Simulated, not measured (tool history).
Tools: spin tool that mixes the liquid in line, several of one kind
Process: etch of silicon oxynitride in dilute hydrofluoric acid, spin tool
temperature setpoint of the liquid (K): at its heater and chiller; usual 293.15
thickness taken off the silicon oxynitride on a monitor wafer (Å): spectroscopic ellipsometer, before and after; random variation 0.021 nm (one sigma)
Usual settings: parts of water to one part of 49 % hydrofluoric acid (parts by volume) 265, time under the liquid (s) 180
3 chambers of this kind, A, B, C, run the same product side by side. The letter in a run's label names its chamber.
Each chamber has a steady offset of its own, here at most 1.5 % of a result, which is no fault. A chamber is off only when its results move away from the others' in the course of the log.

run	hour	temperature setpoint of the liquid (K)	parts of water to one part of 49 % hydrofluoric acid (parts by volume)	time under the liquid (s)	read-back film thickness of the silicon oxynitride reference wafer, read on the same gauge (nm)	thickness taken off the silicon oxynitride on a monitor wafer (Å)
1B	2.7	293.15	265	180	150.03	13.523
2C	6.2	293.15	265	180	150.01	13.824
3A	9	293.15	265	180	149.98	13.916
4C	12.5	293.15	265	180	150.03	13.584
5A	15.3	290.15	265	275	149.99	18.846
6B	17.4	290.15	265	275	150.02	17.896
7A	21.6	290.15	265	275	150	18.376
8C	26	293.15	265	180	149.98	13.53
9B	29.3	293.15	265	180	149.96	13.409
10A	33.1	293.15	265	180	150.02	14.129
11C	36.7	293.15	265	180	150.03	13.361
12B	39.6	295.15	265	180	149.98	14.726
13C	42.1	295.15	265	180	149.99	15.139
14B	46.5	295.15	265	180	150.03	14.945
15A	50.2	293.15	265	180	150	13.963
16B	53.4	290.15	215	180	150	14.965
17C	55.9	290.15	215	180	149.97	15.262
18A	59.9	290.15	215	180	149.98	14.948
19C	64.2	293.15	265	180	150.03	13.43
20A	68.2	293.15	265	180	149.95	13.929
21B	70.7	293.15	265	180	149.99	13.744
22C	73.9	293.15	265	180	149.99	13.81
23B	77.5	293.15	265	180	149.99	13.045
24A	80.3	293.15	265	180	150.03	13.757
25C	83.9	293.15	265	180	150.03	13.163
26A	88.1	293.15	315	270	150	17.057
27B	90.5	293.15	315	270	149.99	15.925
28B	94.2	293.15	315	270	149.98	15.918
29A	96.8	293.15	365	180	150	9.6896
30C	100.5	293.15	365	180	150	9.5046
31C	104.3	293.15	365	180	149.95	9.3918
32A	108.4	293.15	265	180	150.04	14.091
33B	110.6	293.15	265	180	149.98	12.688

Is one chamber off against the others, does the gauge drift, or is nothing wrong? If a chamber is off, say which, and what the likeliest cause is.

Chamber B drifts away from the others.
Cause: hydrofluoric acid flow below the setpoint (%) = 7.09.
The log may not tell that from: liquid colder than its thermometer reads (K).

Here are 4 candidates for chamber B's next run, each the usual settings with a change, their results left as question marks. Which one brings its results back in line with what the others give on the usual settings?
In line means no further than this from the other chambers' mean on the usual settings: thickness taken off the silicon oxynitride on a monitor wafer (Å) 0.75
34B-1	113.8	292.65	265	150		?
34B-2	113.8	293.15	275	170		?
34B-3	113.8	293.65	265	215		?
34B-4	113.8	295.15	265	180		?

The other chambers' mean on the usual settings: thickness taken off the silicon oxynitride on a monitor wafer (Å) 13.808
run	thickness taken off the silicon oxynitride on a monitor wafer (Å)
34B-1	10.214
34B-2	11.329
34B-3	15.308
34B-4	13.691
34B-4 brings the chamber back in line.

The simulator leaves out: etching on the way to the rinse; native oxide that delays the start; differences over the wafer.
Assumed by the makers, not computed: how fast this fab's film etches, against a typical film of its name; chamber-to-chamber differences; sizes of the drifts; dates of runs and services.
